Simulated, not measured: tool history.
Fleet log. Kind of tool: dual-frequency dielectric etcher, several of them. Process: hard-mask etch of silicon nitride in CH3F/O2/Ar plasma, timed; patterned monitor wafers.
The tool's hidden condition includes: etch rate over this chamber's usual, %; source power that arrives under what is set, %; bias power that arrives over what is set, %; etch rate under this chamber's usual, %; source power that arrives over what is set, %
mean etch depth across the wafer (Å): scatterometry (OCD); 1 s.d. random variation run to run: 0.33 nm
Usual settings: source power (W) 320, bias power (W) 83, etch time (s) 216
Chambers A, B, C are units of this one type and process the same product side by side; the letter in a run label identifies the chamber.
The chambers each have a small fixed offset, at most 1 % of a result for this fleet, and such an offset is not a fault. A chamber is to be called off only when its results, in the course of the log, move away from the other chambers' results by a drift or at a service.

run,hour,source power (W),bias power (W),etch time (s),hours since the last wet clean,hours since the last source power generator calibration,hours since the last bias power generator calibration,"read-back reference wafer on the same gauge, depth_nm",mean etch depth across the wafer (Å)
1C,7.1,320,83,216,173.4,2956.4,2543.7,134.03,1463.8
2A,14.9,320,83,216,22.5,828.3,286.9,134.09,1466.7
3B,25.3,320,83,216,374.3,322,1213.8,133.99,1447.3
4A,33.9,320,83,216,41.5,847.3,305.9,134.05,1465.4
5B,38.9,320,83,216,387.9,335.6,1227.4,134.05,1446.7
6C,46.2,320,83,216,212.5,2995.5,2582.8,133.95,1457.9
7C,55.7,320,83,216,222,3005,2592.3,134.06,1466
8B,65.1,320,83,216,414.1,361.8,1253.6,133.96,1441.9
9A,70.2,320,83,216,77.8,883.6,342.2,133.98,1472.5
10B,76.4,320,83,216,425.4,373.1,1264.9,134.02,1447.5
11C,85.9,320,83,216,252.2,3035.2,2622.5,134.01,1457.8
12A,90.7,320,83,216,98.3,904.1,362.7,134.05,1476.1
13A,98.9,320,83,216,106.5,912.3,370.9,133.97,1471.4
14B,106.9,320,83,216,455.9,403.6,1295.4,133.97,1450.2
15C,116.2,320,83,216,282.5,3065.5,2652.8,133.98,1467.9
16A,125.7,320,83,216,133.3,939.1,397.7,133.94,1471.9
17B,132.1,320,83,216,481.1,428.8,1320.6,134.03,1448.8
18C,142,320,70,273,308.3,3091.3,2678.6,133.98,1739.8
19C,151.8,320,70,273,318.1,3101.1,2688.4,133.93,1742.9
20A,160.6,320,70,273,168.2,974,432.6,133.97,1748
21B,167,320,83,216,516,463.7,1355.5,134,1448.7
22A,173.6,320,83,216,181.2,987,445.6,134.04,1472.7
23B,180.7,320,83,216,529.7,477.4,1369.2,134.01,1451.9
24C,190,320,93,216,356.3,3139.3,2726.6,134.06,1516.9
25C,194.9,320,93,216,361.2,3144.2,2731.5,134.12,1527.8
# hour 197.7: chamber B: wet clean of the chamber
26A,200.5,320,93,216,208.1,1013.9,472.5,134.04,1526.6
27B,206.1,350,83,277,8.4,502.8,1394.6,134.03,1924.8

Has any chamber moved away from the others, gradually or after a service, or does the common gauge drift, or do the chambers differ only by their own small steady offsets? State the chamber and the most likely cause if one applies.

All chambers stay in line apart from their small fixed offsets, and the gauge does not drift.

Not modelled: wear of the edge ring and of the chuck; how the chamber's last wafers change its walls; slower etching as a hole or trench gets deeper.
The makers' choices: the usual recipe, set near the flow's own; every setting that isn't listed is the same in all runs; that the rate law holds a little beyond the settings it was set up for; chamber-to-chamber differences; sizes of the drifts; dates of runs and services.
